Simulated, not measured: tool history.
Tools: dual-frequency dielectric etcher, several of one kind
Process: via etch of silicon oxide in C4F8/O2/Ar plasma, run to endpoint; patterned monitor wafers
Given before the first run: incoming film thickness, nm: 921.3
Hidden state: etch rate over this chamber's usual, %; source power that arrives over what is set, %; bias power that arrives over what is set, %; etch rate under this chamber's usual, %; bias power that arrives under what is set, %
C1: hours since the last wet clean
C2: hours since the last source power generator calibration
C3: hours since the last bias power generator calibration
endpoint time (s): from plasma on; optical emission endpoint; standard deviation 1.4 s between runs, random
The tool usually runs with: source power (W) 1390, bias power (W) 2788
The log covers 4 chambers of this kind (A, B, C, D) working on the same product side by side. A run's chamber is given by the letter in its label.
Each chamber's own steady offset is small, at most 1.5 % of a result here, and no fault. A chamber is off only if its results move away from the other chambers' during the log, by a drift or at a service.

{"run": "1D", "hour": 5.8, "source power (W)": 1390, "bias power (W)": 2788, "C1": 96.9, "C2": 1108.7, "C3": 159.9, "endpoint time (s)": 190.58}
{"run": "2C", "hour": 10.4, "source power (W)": 1390, "bias power (W)": 2788, "C1": 69, "C2": 1289.7, "C3": 553.2, "endpoint time (s)": 189.22}
{"run": "3B", "hour": 15.5, "source power (W)": 1390, "bias power (W)": 2788, "C1": 256.2, "C2": 3033.5, "C3": 1894.4, "endpoint time (s)": 191.71}
{"run": "4A", "hour": 20.9, "source power (W)": 1390, "bias power (W)": 2788, "C1": 378.3, "C2": 1847, "C3": 1917.8, "endpoint time (s)": 188.45}
{"run": "5B", "hour": 29.5, "source power (W)": 1390, "bias power (W)": 2514, "C1": 270.2, "C2": 3047.5, "C3": 1908.4, "endpoint time (s)": 200.8}
{"run": "6A", "hour": 34.5, "source power (W)": 1390, "bias power (W)": 2514, "C1": 391.9, "C2": 1860.6, "C3": 1931.4, "endpoint time (s)": 194.79}
{"run": "7C", "hour": 41.6, "source power (W)": 1390, "bias power (W)": 2514, "C1": 100.2, "C2": 1320.9, "C3": 584.4, "endpoint time (s)": 200.1}
{"run": "8D", "hour": 46.4, "source power (W)": 1390, "bias power (W)": 2514, "C1": 137.5, "C2": 1149.3, "C3": 200.5, "endpoint time (s)": 197.22}
{"run": "9A", "hour": 51.3, "source power (W)": 1190, "bias power (W)": 2176, "C1": 408.7, "C2": 1877.4, "C3": 1948.2, "endpoint time (s)": 217.44}
{"run": "10D", "hour": 55.4, "source power (W)": 1190, "bias power (W)": 2176, "C1": 146.5, "C2": 1158.3, "C3": 209.5, "endpoint time (s)": 221.81}
{"run": "11C", "hour": 60.5, "source power (W)": 1190, "bias power (W)": 2176, "C1": 119.1, "C2": 1339.8, "C3": 603.3, "endpoint time (s)": 216.83}
{"run": "12B", "hour": 68.3, "source power (W)": 1190, "bias power (W)": 2176, "C1": 309, "C2": 3086.3, "C3": 1947.2, "endpoint time (s)": 216.65}
{"run": "13D", "hour": 72.3, "source power (W)": 1390, "bias power (W)": 2788, "C1": 163.4, "C2": 1175.2, "C3": 226.4, "endpoint time (s)": 191.21}
{"run": "14C", "hour": 76.7, "source power (W)": 1390, "bias power (W)": 2788, "C1": 135.3, "C2": 1356, "C3": 619.5, "endpoint time (s)": 188.61}
{"run": "15B", "hour": 85.3, "source power (W)": 1210, "bias power (W)": 3352, "C1": 326, "C2": 3103.3, "C3": 1964.2, "endpoint time (s)": 190.4}
{"run": "16A", "hour": 90.9, "source power (W)": 1210, "bias power (W)": 3352, "C1": 448.3, "C2": 1917, "C3": 1987.8, "endpoint time (s)": 187.57}
{"hour": 94.3, "done": "chamber A: bias power generator calibrated"}
{"run": "17C", "hour": 96.8, "source power (W)": 1210, "bias power (W)": 3352, "C1": 155.4, "C2": 1376.1, "C3": 639.6, "endpoint time (s)": 189.38}
{"run": "18B", "hour": 102.0, "source power (W)": 1210, "bias power (W)": 3352, "C1": 342.7, "C2": 3120, "C3": 1980.9, "endpoint time (s)": 189.83}
{"run": "19D", "hour": 106.2, "source power (W)": 1390, "bias power (W)": 2788, "C1": 197.3, "C2": 1209.1, "C3": 260.3, "endpoint time (s)": 190.14}
{"run": "20A", "hour": 113.7, "source power (W)": 1390, "bias power (W)": 2788, "C1": 471.1, "C2": 1939.8, "C3": 19.5, "endpoint time (s)": 188.59}
{"run": "21D", "hour": 118.4, "source power (W)": 1390, "bias power (W)": 2788, "C1": 209.5, "C2": 1221.3, "C3": 272.5, "endpoint time (s)": 191.82}
{"run": "22C", "hour": 125.0, "source power (W)": 1390, "bias power (W)": 2788, "C1": 183.6, "C2": 1404.3, "C3": 667.8, "endpoint time (s)": 192.27}
{"run": "23B", "hour": 131.0, "source power (W)": 1600, "bias power (W)": 2788, "C1": 371.7, "C2": 3149, "C3": 2009.9, "endpoint time (s)": 183.24}
{"run": "24A", "hour": 137.5, "source power (W)": 1600, "bias power (W)": 2788, "C1": 494.9, "C2": 1963.6, "C3": 43.3, "endpoint time (s)": 178.38}
{"run": "25A", "hour": 141.8, "source power (W)": 1600, "bias power (W)": 2788, "C1": 499.2, "C2": 1967.9, "C3": 47.6, "endpoint time (s)": 179.97}
{"run": "26B", "hour": 147.6, "source power (W)": 1600, "bias power (W)": 2788, "C1": 388.3, "C2": 3165.6, "C3": 2026.5, "endpoint time (s)": 182.22}
{"run": "27D", "hour": 153.7, "source power (W)": 1390, "bias power (W)": 2788, "C1": 244.8, "C2": 1256.6, "C3": 307.8, "endpoint time (s)": 191.77}
{"run": "28C", "hour": 159.1, "source power (W)": 1390, "bias power (W)": 2788, "C1": 217.7, "C2": 1438.4, "C3": 701.9, "endpoint time (s)": 193.28}

All 4 chambers run these settings next. Forecast each chamber's results:
{"run": "29A", "hour": 165.7, "source power (W)": 1390, "bias power (W)": 2788, "endpoint time (s)": "?"}
{"run": "29B", "hour": 165.7, "source power (W)": 1390, "bias power (W)": 2788, "endpoint time (s)": "?"}
{"run": "29C", "hour": 165.7, "source power (W)": 1390, "bias power (W)": 2788, "endpoint time (s)": "?"}
{"run": "29D", "hour": 165.7, "source power (W)": 1390, "bias power (W)": 2788, "endpoint time (s)": "?"}

run=29A endpoint_time_(s)=190.59
run=29B endpoint_time_(s)=193.14
run=29C endpoint_time_(s)=192.84
run=29D endpoint_time_(s)=191.65
